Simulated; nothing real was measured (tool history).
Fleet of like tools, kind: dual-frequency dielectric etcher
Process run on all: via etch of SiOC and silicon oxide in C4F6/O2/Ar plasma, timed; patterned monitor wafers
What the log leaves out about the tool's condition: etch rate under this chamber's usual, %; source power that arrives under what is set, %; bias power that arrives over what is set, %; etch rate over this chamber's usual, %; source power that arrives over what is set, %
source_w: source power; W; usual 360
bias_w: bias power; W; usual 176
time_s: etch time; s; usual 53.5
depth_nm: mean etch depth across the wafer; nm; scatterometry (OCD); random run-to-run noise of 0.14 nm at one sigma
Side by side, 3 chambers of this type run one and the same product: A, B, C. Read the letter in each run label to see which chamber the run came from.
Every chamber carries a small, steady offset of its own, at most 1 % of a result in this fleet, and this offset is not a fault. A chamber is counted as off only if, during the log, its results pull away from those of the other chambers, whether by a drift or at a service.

run,day,source_w,bias_w,time_s,hours since the last wet clean,hours since the last source power generator calibration,hours since the last bias power generator calibration,"read-back reference wafer on the same gauge, depth_nm",depth_nm
1B,0.379,360,176,53.5,155.7,285.5,1616.7,52.781,58.223
2C,0.892,360,176,53.5,33.2,532.2,769.3,52.808,57.574
3A,1.204,360,176,53.5,454,533.6,2550.7,52.812,57.852
4C,1.771,360,176,53.5,54.3,553.3,790.4,52.769,57.286
5B,2.267,360,176,53.5,201,330.8,1662,52.773,58.043
# day 2.617: chamber A: bias power generator calibrated
6A,2.862,360,176,53.5,493.8,573.4,6,52.781,57.771
7C,3.271,360,176,53.5,90.3,589.3,826.4,52.813,57.485
# day 3.65: chamber A: wet clean of the chamber
8A,3.8,360,176,53.5,3.7,595.9,28.5,52.82,56.511
9B,4.438,360,176,53.5,253.1,382.9,1714.1,52.813,58.346
10C,5.017,360,176,53.5,132.2,631.2,868.3,52.784,57.534
11B,5.462,360,176,53.5,277.7,407.5,1738.7,52.83,58.149
12A,5.762,360,176,53.5,50.8,643,75.6,52.822,56.559
13B,6.354,360,176,53.5,299.1,428.9,1760.1,52.8,58.188
14A,6.762,360,161,66.5,74.8,667,99.6,52.812,68.248
15C,7.125,360,161,66.5,182.8,681.8,918.9,52.816,69.633
16C,7.629,360,161,66.5,194.9,693.9,931,52.814,69.383
17A,7.954,360,176,53.5,103.4,695.6,128.2,52.806,56.512
18B,8.308,430,176,44,346,475.8,1807,52.793,51.341
19C,8.721,430,176,44,221.1,720.1,957.2,52.782,50.652
20B,9.312,430,176,44,370.1,499.9,1831.1,52.779,51.097
21A,9.825,360,176,53.5,148.3,740.5,173.1,52.764,56.384
22B,10.321,360,176,53.5,394.3,524.1,1855.3,52.786,58.341
23A,10.671,360,176,53.5,168.6,760.8,193.4,52.809,56.524
24C,11.308,360,176,53.5,283.2,782.2,1019.3,52.792,57.519
25A,11.796,360,176,53.5,195.6,787.8,220.4,52.817,56.846

The same settings go to every chamber for the next run, one line per chamber below. Forecast the results for each:
26A,12.262,330,176,53.5,,,,,?
26B,12.262,330,176,53.5,,,,,?
26C,12.262,330,176,53.5,,,,,?

run,depth_nm
26A,54.689
26B,56.114
26C,55.536

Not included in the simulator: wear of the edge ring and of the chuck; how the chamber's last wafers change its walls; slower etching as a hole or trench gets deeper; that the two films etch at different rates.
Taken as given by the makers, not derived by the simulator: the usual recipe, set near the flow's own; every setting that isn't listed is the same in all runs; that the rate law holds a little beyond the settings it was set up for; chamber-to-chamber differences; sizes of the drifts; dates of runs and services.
